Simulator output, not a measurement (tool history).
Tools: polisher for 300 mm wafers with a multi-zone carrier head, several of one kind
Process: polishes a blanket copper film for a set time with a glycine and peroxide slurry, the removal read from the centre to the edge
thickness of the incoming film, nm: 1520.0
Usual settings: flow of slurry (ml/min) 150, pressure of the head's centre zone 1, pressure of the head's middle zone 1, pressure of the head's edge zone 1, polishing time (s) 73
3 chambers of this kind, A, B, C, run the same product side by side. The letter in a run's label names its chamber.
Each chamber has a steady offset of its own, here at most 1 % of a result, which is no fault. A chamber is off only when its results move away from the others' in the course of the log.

run,hour,flow of slurry (ml/min),pressure of the head's centre zone,pressure of the head's middle zone,pressure of the head's edge zone,polishing time (s),wafers polished on this pad,hours since the slurry nozzle was cleaned,hours since the centre zone pressure was calibrated,hours since the edge zone pressure was calibrated,film removed at the wafer's centre (nm),film removed at mid-radius (nm),film removed at the wafer's edge (nm)
1C,6.7,150,1,1,1,73,688,81.6,101.2,168.5,492.25,495.26,486.18
2A,15.5,150,1,1,1,73,970,436.7,1145.5,754.8,501.23,494.8,484.21
3B,22.9,150,1,1,1,73,803,180,282.6,76.6,488.82,494.12,496.08
# hour 27: chamber B: worn pad replaced by a new one
4A,29,150,1,1,1,73,1094,450.2,1159,768.3,498.71,494.37,490.94
5C,38.3,150,1,1,1,73,979,113.2,132.8,200.1,486.99,496.21,486.54
# hour 41: chamber A: worn pad replaced by a new one
6B,47.4,150,1,1,1,73,188,204.5,307.1,101.1,493.5,500.61,487.26
# hour 48.1: chamber C: worn pad replaced by a new one
7B,52.9,150,1,1,1,73,238,210,312.6,106.6,493.77,505.65,495.66
8A,60.1,150,1,1,1.06,56,176,481.3,1190.1,799.4,378.87,381.29,394.36
9C,65.1,150,1,1,1.06,56,156,140,159.6,226.9,382.25,379.17,384.51
# hour 72.5: chamber A: centre zone pressure recalibrated
10B,72.6,150,1,1,1.06,56,420,229.7,332.3,126.3,375.86,383.96,395.2
# hour 75.2: chamber A: edge zone pressure recalibrated
11A,77.9,150,1,1,1,73,339,499.1,5.4,2.7,523.45,497.47,498.83
12C,83.8,150,1,1,1,73,328,158.7,178.3,245.6,491.78,492.74,483.86
13B,89.1,150,1,1,1,73,571,246.2,348.8,142.8,491.22,496.83,493.76
14C,93.6,175,1,1,1.09,73,419,168.5,188.1,255.4,507.58,512.81,531.66
15A,98.7,175,1,1,1.09,73,530,519.9,26.2,23.5,539.92,512.12,521.57
16B,107.1,175,1,1,1.09,73,737,264.2,366.8,160.8,510.06,506.76,528.76
17A,114.2,150,1,1,1,73,673,535.4,41.7,39,523.2,500.81,502.03
18C,122.6,150,1,1,1,73,685,197.5,217.1,284.4,499.08,496.64,496.43
19B,130.5,170,1,1,1,73,952,287.6,390.2,184.2,510.49,506.73,511.23
# hour 139.2: chamber B: worn pad replaced by a new one
20C,139.2,170,1,1,1,73,838,214.1,233.7,301,507.2,508.2,497.37
21A,145,170,1,1,1,73,956,566.2,72.5,69.8,532.78,505.33,502.33
22B,150.2,150,1,1,1,73,101,307.3,409.9,203.9,495.57,505.1,492.67
# hour 153.9: chamber C: worn pad replaced by a new one
23C,159.9,150,1,1,1,73,55,234.8,254.4,321.7,483.2,490.18,492.31
24A,165.1,150,1,1,1,73,1141,586.3,92.6,89.9,527.5,493.3,493.26
25B,170.4,150,1,1,1,73,287,327.5,430.1,224.1,492.42,497.38,490.86
26A,177.4,150,1,1,1,73,1254,598.6,104.9,102.2,525.58,495.28,502.44
# hour 182.2: chamber A: worn pad replaced by a new one
27C,186,150,1,1.04,1,86,295,260.9,280.5,347.8,580.38,606.18,581.5
28B,194.6,150,1,1.04,1,86,509,351.7,454.3,248.3,572.62,609.49,590.8
29A,203.4,150,1,1.04,1,86,195,624.6,130.9,128.2,623.73,608.73,584.55
30C,213.4,150,1,1,1,73,547,288.3,307.9,375.2,493.8,501.11,490.81
31A,218.6,150,1,1,1,73,335,639.8,146.1,143.4,523.57,495.19,495.59
32C,225.7,150,1,1,1,73,660,300.6,320.2,387.5,494.94,494.04,487.76

What goes on in this fleet: one chamber off, a drifting gauge, or nothing beyond the chambers' own small offsets? Name the chamber and the cause, if any.

A service left chamber A off against the others.
Cause: centre zone's pressure above its setpoint, % = 5.25.

Here are 4 candidates for chamber A's next run, each the usual settings with a change, their results left as question marks. Which one brings its results back in line with what the others give on the usual settings?
In line means no further than this from the other chambers' mean on the usual settings: film removed at the wafer's centre (nm) 13; film removed at mid-radius (nm) 14; film removed at the wafer's edge (nm) 23
33A-1,233,155,1.05,0.99,0.99,74,,,,,?,?,?
33A-2,233,145,0.9,1.03,1.03,72,,,,,?,?,?
33A-3,233,145,0.95,1.01,1.02,73,,,,,?,?,?
33A-4,233,155,1.11,0.98,0.97,75,,,,,?,?,?

The other chambers' mean on the usual settings: film removed at the wafer's centre (nm) 492.77; film removed at mid-radius (nm) 496.72; film removed at the wafer's edge (nm) 493.52
run,film removed at the wafer's centre (nm),film removed at mid-radius (nm),film removed at the wafer's edge (nm)
33A-1,568.34,502.49,504.25
33A-2,459.62,501.43,496.21
33A-3,494.91,499.04,500.65
33A-4,612.21,504.32,505.74
33A-3 brings the chamber back in line.
